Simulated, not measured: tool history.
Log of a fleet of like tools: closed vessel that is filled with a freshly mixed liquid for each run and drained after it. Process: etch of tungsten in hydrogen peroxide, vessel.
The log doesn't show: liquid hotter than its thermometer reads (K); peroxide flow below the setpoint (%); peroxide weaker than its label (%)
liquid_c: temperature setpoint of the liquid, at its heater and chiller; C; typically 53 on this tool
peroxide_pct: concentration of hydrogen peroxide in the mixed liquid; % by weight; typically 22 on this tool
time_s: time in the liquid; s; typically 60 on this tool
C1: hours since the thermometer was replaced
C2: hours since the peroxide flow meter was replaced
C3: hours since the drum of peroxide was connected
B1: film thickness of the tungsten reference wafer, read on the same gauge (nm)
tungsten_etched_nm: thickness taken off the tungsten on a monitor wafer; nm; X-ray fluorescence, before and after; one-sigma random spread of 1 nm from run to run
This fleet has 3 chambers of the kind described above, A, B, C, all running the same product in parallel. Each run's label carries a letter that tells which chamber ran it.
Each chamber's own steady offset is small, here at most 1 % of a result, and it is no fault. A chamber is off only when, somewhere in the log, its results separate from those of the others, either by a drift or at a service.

{"run": "1B", "day": 0.233, "liquid_c": 53, "peroxide_pct": 22, "time_s": 60, "C1": 1569.8, "C2": 98.9, "C3": 31.6, "B1": 130.01, "tungsten_etched_nm": 164.34}
{"run": "2C", "day": 0.375, "liquid_c": 53, "peroxide_pct": 22, "time_s": 60, "C1": 1895.7, "C2": 479.5, "C3": 1207.3, "B1": 129.99, "tungsten_etched_nm": 165.69}
{"run": "3A", "day": 0.592, "liquid_c": 53, "peroxide_pct": 22, "time_s": 60, "C1": 1164.6, "C2": 209.1, "C3": 37.9, "B1": 130, "tungsten_etched_nm": 165.96}
{"run": "4A", "day": 0.808, "liquid_c": 53, "peroxide_pct": 22, "time_s": 60, "C1": 1169.8, "C2": 214.3, "C3": 43.1, "B1": 129.99, "tungsten_etched_nm": 165.86}
{"run": "5B", "day": 0.975, "liquid_c": 53, "peroxide_pct": 22, "time_s": 60, "C1": 1587.6, "C2": 116.7, "C3": 49.4, "B1": 129.99, "tungsten_etched_nm": 165.24}
{"run": "6C", "day": 1.129, "liquid_c": 53, "peroxide_pct": 22, "time_s": 60, "C1": 1913.8, "C2": 497.6, "C3": 1225.4, "B1": 129.99, "tungsten_etched_nm": 164.39}
{"run": "7B", "day": 1.258, "liquid_c": 53, "peroxide_pct": 22, "time_s": 60, "C1": 1594.4, "C2": 123.5, "C3": 56.2, "B1": 130, "tungsten_etched_nm": 164.69}
{"run": "8A", "day": 1.45, "liquid_c": 53, "peroxide_pct": 22, "time_s": 60, "C1": 1185.2, "C2": 229.7, "C3": 58.5, "B1": 130.01, "tungsten_etched_nm": 164.55}
{"run": "9C", "day": 1.696, "liquid_c": 53, "peroxide_pct": 22, "time_s": 60, "C1": 1927.4, "C2": 511.2, "C3": 1239, "B1": 130, "tungsten_etched_nm": 164.79}
{"run": "10A", "day": 1.854, "liquid_c": 53, "peroxide_pct": 22, "time_s": 60, "C1": 1194.9, "C2": 239.4, "C3": 68.2, "B1": 129.98, "tungsten_etched_nm": 165.85}
{"run": "11B", "day": 2.008, "liquid_c": 53, "peroxide_pct": 22, "time_s": 60, "C1": 1612.4, "C2": 141.5, "C3": 74.2, "B1": 130, "tungsten_etched_nm": 162.49}
{"run": "12C", "day": 2.267, "liquid_c": 53, "peroxide_pct": 22, "time_s": 60, "C1": 1941.1, "C2": 524.9, "C3": 1252.7, "B1": 130, "tungsten_etched_nm": 166.39}
{"run": "13C", "day": 2.396, "liquid_c": 53, "peroxide_pct": 22, "time_s": 60, "C1": 1944.2, "C2": 528, "C3": 1255.8, "B1": 130, "tungsten_etched_nm": 163.5}
{"run": "14B", "day": 2.671, "liquid_c": 53, "peroxide_pct": 22, "time_s": 60, "C1": 1628.3, "C2": 157.4, "C3": 90.1, "B1": 130.02, "tungsten_etched_nm": 165.35}
{"day": 2.675, "done": "chamber C: peroxide flow meter replaced"}
{"run": "15A", "day": 2.867, "liquid_c": 53, "peroxide_pct": 22, "time_s": 60, "C1": 1219.2, "C2": 263.7, "C3": 92.5, "B1": 130, "tungsten_etched_nm": 165.25}
{"run": "16C", "day": 3.058, "liquid_c": 53, "peroxide_pct": 22, "time_s": 60, "C1": 1960.1, "C2": 9.2, "C3": 1271.7, "B1": 129.99, "tungsten_etched_nm": 162.66}
{"run": "17B", "day": 3.192, "liquid_c": 49.5, "peroxide_pct": 22, "time_s": 40, "C1": 1640.8, "C2": 169.9, "C3": 102.6, "B1": 129.99, "tungsten_etched_nm": 88.701}
{"run": "18A", "day": 3.362, "liquid_c": 49.5, "peroxide_pct": 22, "time_s": 40, "C1": 1231.1, "C2": 275.6, "C3": 104.4, "B1": 130.01, "tungsten_etched_nm": 88.341}
{"run": "19A", "day": 3.612, "liquid_c": 49.5, "peroxide_pct": 22, "time_s": 40, "C1": 1237.1, "C2": 281.6, "C3": 110.4, "B1": 129.99, "tungsten_etched_nm": 88.999}
{"run": "20B", "day": 3.742, "liquid_c": 53, "peroxide_pct": 22, "time_s": 60, "C1": 1654, "C2": 183.1, "C3": 115.8, "B1": 130, "tungsten_etched_nm": 165.73}
{"run": "21C", "day": 3.875, "liquid_c": 53, "peroxide_pct": 22, "time_s": 60, "C1": 1979.7, "C2": 28.8, "C3": 1291.3, "B1": 129.99, "tungsten_etched_nm": 163.54}

All 3 chambers run these settings next. Forecast each chamber's results:
{"run": "22A", "day": 4.092, "liquid_c": 53, "peroxide_pct": 17.5, "time_s": 60, "tungsten_etched_nm": "?"}
{"run": "22B", "day": 4.092, "liquid_c": 53, "peroxide_pct": 17.5, "time_s": 60, "tungsten_etched_nm": "?"}
{"run": "22C", "day": 4.092, "liquid_c": 53, "peroxide_pct": 17.5, "time_s": 60, "tungsten_etched_nm": "?"}

run=22A tungsten_etched_nm=146.39
run=22B tungsten_etched_nm=148.42
run=22C tungsten_etched_nm=146.94

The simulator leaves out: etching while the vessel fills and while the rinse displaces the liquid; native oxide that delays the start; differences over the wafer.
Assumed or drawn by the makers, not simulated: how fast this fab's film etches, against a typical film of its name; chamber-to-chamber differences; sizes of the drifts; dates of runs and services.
